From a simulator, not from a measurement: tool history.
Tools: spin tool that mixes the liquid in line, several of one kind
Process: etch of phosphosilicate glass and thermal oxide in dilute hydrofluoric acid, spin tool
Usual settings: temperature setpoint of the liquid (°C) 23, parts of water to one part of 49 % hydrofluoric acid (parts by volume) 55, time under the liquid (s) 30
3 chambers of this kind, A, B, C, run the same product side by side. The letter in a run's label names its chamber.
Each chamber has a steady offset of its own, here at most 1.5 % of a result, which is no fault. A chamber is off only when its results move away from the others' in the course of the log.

run,day,temperature setpoint of the liquid (°C),parts of water to one part of 49 % hydrofluoric acid (parts by volume),time under the liquid (s),hours since the thermometer was replaced,hours since the hydrofluoric acid flow meter was replaced,"read-back film thickness of the phosphosilicate glass reference wafer, read on the same gauge (nm)","read-back film thickness of the thermal oxide reference wafer, read on the same gauge (nm)",thickness taken off the phosphosilicate glass on a monitor wafer (angstrom),thickness taken off the thermal oxide on a monitor wafer (angstrom)
1A,0.238,23,55,30,1939.5,802.3,59.987,30.021,512.44,25.039
2B,0.383,23,55,30,111.8,374.5,59.996,29.995,514.78,25.118
3C,0.592,23,55,30,757.5,387.2,59.983,29.951,523.15,24.910
4A,0.892,23,55,30,1955.2,818.0,60.050,29.997,517.63,24.957
5C,1.162,23,55,30,771.2,400.9,60.011,29.998,519.74,24.929
6B,1.454,23,55,30,137.5,400.2,60.020,29.973,525.60,24.963
7C,1.742,23,55,30,785.1,414.8,59.983,29.985,519.14,24.538
8A,2.008,23,55,30,1982.0,844.8,60.049,30.031,516.00,25.550
9B,2.175,23,55,30,154.8,417.5,60.017,30.007,519.21,24.604
10A,2.458,23,55,30,1992.8,855.6,59.993,30.018,515.68,25.483
11C,2.654,23,55,30,807.0,436.7,59.998,30.002,522.63,24.597
12B,2.850,23,55,30,171.0,433.7,60.005,30.025,516.78,25.024
13A,3.021,23,55,30,2006.3,869.1,59.976,29.999,521.92,25.453
14B,3.321,23,55,30,182.3,445.0,60.047,29.989,505.16,25.191
15C,3.542,23,75,45,828.3,458.0,60.011,30.011,553.08,26.913
16A,3.758,23,75,45,2024.0,886.8,60.031,29.985,565.06,26.841
17B,3.996,23,75,45,198.5,461.2,60.018,29.989,549.36,26.926
18C,4.142,23,55,30,842.7,472.4,59.998,30.001,525.71,24.860
19C,4.325,23,80,30,847.1,476.8,59.971,30.006,343.79,16.827
# day 4.438: chamber A: thermometer replaced
20A,4.550,23,80,30,2.8,905.8,59.998,30.017,346.12,16.746
21B,4.692,23,80,30,215.2,477.9,60.007,30.017,348.59,16.641
22C,4.883,23,55,30,860.5,490.2,59.988,29.989,518.43,25.325
23B,5.062,23,55,30,224.1,486.8,60.003,30.032,513.50,24.305
# day 5.200: chamber C: hydrofluoric acid flow meter replaced
24A,5.271,23,55,30,20.1,923.1,59.940,30.028,519.82,25.378
25B,5.458,23,55,30,233.6,496.3,60.020,29.983,511.95,24.357
26A,5.742,23,55,30,31.4,934.4,60.020,30.046,518.12,25.540
27C,5.921,23,55,30,885.4,17.4,60.013,29.988,514.93,25.226

What goes on in this fleet: one chamber off, a drifting gauge, or nothing beyond the chambers' own small offsets? Name the chamber and the cause, if any.

No chamber stands off beyond its own small offset, and the gauge holds steady.
